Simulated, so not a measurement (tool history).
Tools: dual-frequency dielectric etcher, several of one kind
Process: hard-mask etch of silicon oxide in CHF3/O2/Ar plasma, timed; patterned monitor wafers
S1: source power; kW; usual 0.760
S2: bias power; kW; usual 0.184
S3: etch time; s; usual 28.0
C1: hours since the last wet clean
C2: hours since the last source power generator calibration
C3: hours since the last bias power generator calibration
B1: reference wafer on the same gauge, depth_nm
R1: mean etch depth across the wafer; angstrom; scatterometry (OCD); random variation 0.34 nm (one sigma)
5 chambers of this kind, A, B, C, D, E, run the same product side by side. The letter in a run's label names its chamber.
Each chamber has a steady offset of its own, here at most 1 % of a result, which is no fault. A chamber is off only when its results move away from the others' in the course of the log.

Run 1E, day 0.392: usual settings; C1 62.5; C2 78.9; C3 3248.2; B1 61.962. Result: R1 610.47 angstrom.
Run 2B, day 0.867: usual settings; C1 26.1; C2 443.2; C3 1280.7; B1 62.039. Result: R1 618.11 angstrom.
Run 3A, day 1.246: usual settings; C1 97.4; C2 818.9; C3 367.5; B1 62.018. Result: R1 608.74 angstrom.
Run 4D, day 1.717: usual settings; C1 180.9; C2 199.2; C3 3729.4; B1 62.045. Result: R1 606.45 angstrom.
Run 5C, day 2.104: usual settings; C1 291.2; C2 996.6; C3 3502.0; B1 61.937. Result: R1 616.14 angstrom.
Run 6C, day 2.512: usual settings; C1 301.0; C2 1006.4; C3 3511.8; B1 61.983. Result: R1 609.40 angstrom.
Run 7E, day 2.962: usual settings; C1 124.2; C2 140.6; C3 3309.9; B1 61.995. Result: R1 612.32 angstrom.
Run 8A, day 3.438: usual settings; C1 150.0; C2 871.5; C3 420.1; B1 61.966. Result: R1 606.55 angstrom.
Run 9B, day 3.729: usual settings but S2 0.221 kW, S3 21.5 s; C1 94.8; C2 511.9; C3 1349.4; B1 61.931. Result: R1 499.00 angstrom.
Run 10D, day 4.150: usual settings but S2 0.221 kW, S3 21.5 s; C1 239.3; C2 257.6; C3 3787.8; B1 62.072. Result: R1 502.42 angstrom.
Run 11C, day 4.517: usual settings but S2 0.221 kW, S3 21.5 s; C1 349.1; C2 1054.5; C3 3559.9; B1 62.016. Result: R1 501.37 angstrom.
Run 12D, day 4.867: usual settings but S2 0.221 kW, S3 21.5 s; C1 256.5; C2 274.8; C3 3805.0; B1 61.998. Result: R1 488.68 angstrom.
Run 13A, day 5.100: usual settings but S2 0.221 kW, S3 21.5 s; C1 189.9; C2 911.4; C3 460.0; B1 62.038. Result: R1 495.98 angstrom.
Run 14E, day 5.371: usual settings but S3 34.0 s; C1 182.0; C2 198.4; C3 3367.7; B1 62.022. Result: R1 743.57 angstrom.
Run 15B, day 5.883: usual settings but S3 34.0 s; C1 146.5; C2 563.6; C3 1401.1; B1 62.119. Result: R1 749.68 angstrom.
Run 16D, day 6.117: usual settings but S3 34.0 s; C1 286.5; C2 304.8; C3 3835.0; B1 62.054. Result: R1 740.27 angstrom.
At day 6.208: chamber C: wet clean of the chamber.
Run 17B, day 6.475: usual settings but S3 34.0 s; C1 160.7; C2 577.8; C3 1415.3; B1 61.991. Result: R1 746.08 angstrom.
Run 18C, day 6.942: usual settings but S3 34.0 s; C1 17.7; C2 1112.7; C3 3618.1; B1 61.980. Result: R1 744.87 angstrom.
Run 19A, day 7.254: usual settings but S1 0.680 kW, S2 0.212 kW; C1 241.6; C2 963.1; C3 511.7; B1 61.936. Result: R1 617.44 angstrom.
Run 20E, day 7.558: usual settings but S1 0.680 kW, S2 0.212 kW; C1 234.5; C2 250.9; C3 3420.2; B1 61.990. Result: R1 616.27 angstrom.
Run 21C, day 7.858: usual settings but S1 0.680 kW, S2 0.212 kW; C1 39.7; C2 1134.7; C3 3640.1; B1 61.997. Result: R1 611.10 angstrom.
At day 8.183: chamber E: bias power generator calibrated.
Run 22A, day 8.304: usual settings but S1 0.680 kW, S2 0.212 kW; C1 266.8; C2 988.3; C3 536.9; B1 62.016. Result: R1 611.23 angstrom.
Run 23D, day 8.592: usual settings but S1 0.680 kW, S2 0.212 kW; C1 345.9; C2 364.2; C3 3894.4; B1 61.972. Result: R1 608.78 angstrom.
Run 24E, day 9.000: usual settings but S1 0.890 kW, S3 22.0 s; C1 269.1; C2 285.5; C3 19.6; B1 62.017. Result: R1 514.31 angstrom.
Run 25B, day 9.254: usual settings but S1 0.890 kW, S3 22.0 s; C1 227.4; C2 644.5; C3 1482.0; B1 61.989. Result: R1 506.65 angstrom.
Run 26D, day 9.496: usual settings but S1 0.890 kW, S3 22.0 s; C1 367.6; C2 385.9; C3 3916.1; B1 62.074. Result: R1 512.68 angstrom.
Run 27A, day 9.846: usual settings but S1 0.890 kW, S3 22.0 s; C1 303.8; C2 1025.3; C3 573.9; B1 61.976. Result: R1 505.42 angstrom.
At day 10.058: chamber D: wet clean of the chamber.
Run 28B, day 10.138: usual settings but S1 0.890 kW, S3 22.0 s; C1 248.6; C2 665.7; C3 1503.2; B1 61.979. Result: R1 511.32 angstrom.
Run 29C, day 10.429: usual settings; C1 101.4; C2 1196.4; C3 3701.8; B1 61.998. Result: R1 606.09 angstrom.
Run 30E, day 10.858: usual settings; C1 313.7; C2 330.1; C3 64.2; B1 61.970. Result: R1 608.17 angstrom.
Run 31C, day 11.300: usual settings but S3 36.0 s; C1 122.3; C2 1217.3; C3 3722.7; B1 61.931. Result: R1 789.23 angstrom.
Run 32B, day 11.717: usual settings but S3 36.0 s; C1 286.5; C2 703.6; C3 1541.1; B1 61.944. Result: R1 790.11 angstrom.
Run 33D, day 11.950: usual settings but S3 36.0 s; C1 45.4; C2 444.8; C3 3975.0; B1 61.875. Result: R1 778.02 angstrom.
Run 34E, day 12.296: usual settings but S3 36.0 s; C1 348.2; C2 364.6; C3 98.7; B1 62.040. Result: R1 788.13 angstrom.
Run 35A, day 12.712: usual settings but S3 36.0 s; C1 372.6; C2 1094.1; C3 642.7; B1 61.967. Result: R1 784.21 angstrom.
Run 36A, day 13.162: usual settings; C1 383.4; C2 1104.9; C3 653.5; B1 62.072. Result: R1 610.49 angstrom.
Run 37C, day 13.679: usual settings; C1 179.4; C2 1274.4; C3 3779.8; B1 62.057. Result: R1 612.38 angstrom.
Run 38B, day 14.121: usual settings; C1 344.2; C2 761.3; C3 1598.8; B1 62.041. Result: R1 615.54 angstrom.
At day 14.421: chamber E: wet clean of the chamber.
Run 39E, day 14.621: usual settings but S1 0.900 kW, S3 36.5 s; C1 4.8; C2 420.4; C3 154.5; B1 61.996. Result: R1 849.27 angstrom.
Run 40D, day 15.079: usual settings but S1 0.900 kW, S3 36.5 s; C1 120.5; C2 519.9; C3 4050.1; B1 62.001. Result: R1 846.56 angstrom.
Run 41A, day 15.438: usual settings but S1 0.900 kW, S3 36.5 s; C1 438.0; C2 1159.5; C3 708.1; B1 61.934. Result: R1 852.65 angstrom.
Run 42C, day 15.729: usual settings but S1 0.900 kW, S3 36.5 s; C1 228.6; C2 1323.6; C3 3829.0; B1 62.012. Result: R1 851.42 angstrom.
Run 43B, day 16.054: usual settings but S1 0.900 kW, S3 36.5 s; C1 390.6; C2 807.7; C3 1645.2; B1 62.009. Result: R1 851.21 angstrom.
Run 44E, day 16.512: usual settings but S2 0.214 kW; C1 50.2; C2 465.8; C3 199.9; B1 61.922. Result: R1 646.87 angstrom.

All 5 chambers run these settings next. Forecast each chamber's results:
Run 45A, day 16.879: usual settings. Result: R1 ?.
Run 45B, day 16.879: usual settings. Result: R1 ?.
Run 45C, day 16.879: usual settings. Result: R1 ?.
Run 45D, day 16.879: usual settings. Result: R1 ?.
Run 45E, day 16.879: usual settings. Result: R1 ?.

run      R1
45A  604.46
45B  612.84
45C  614.12
45D  608.84
45E  613.14
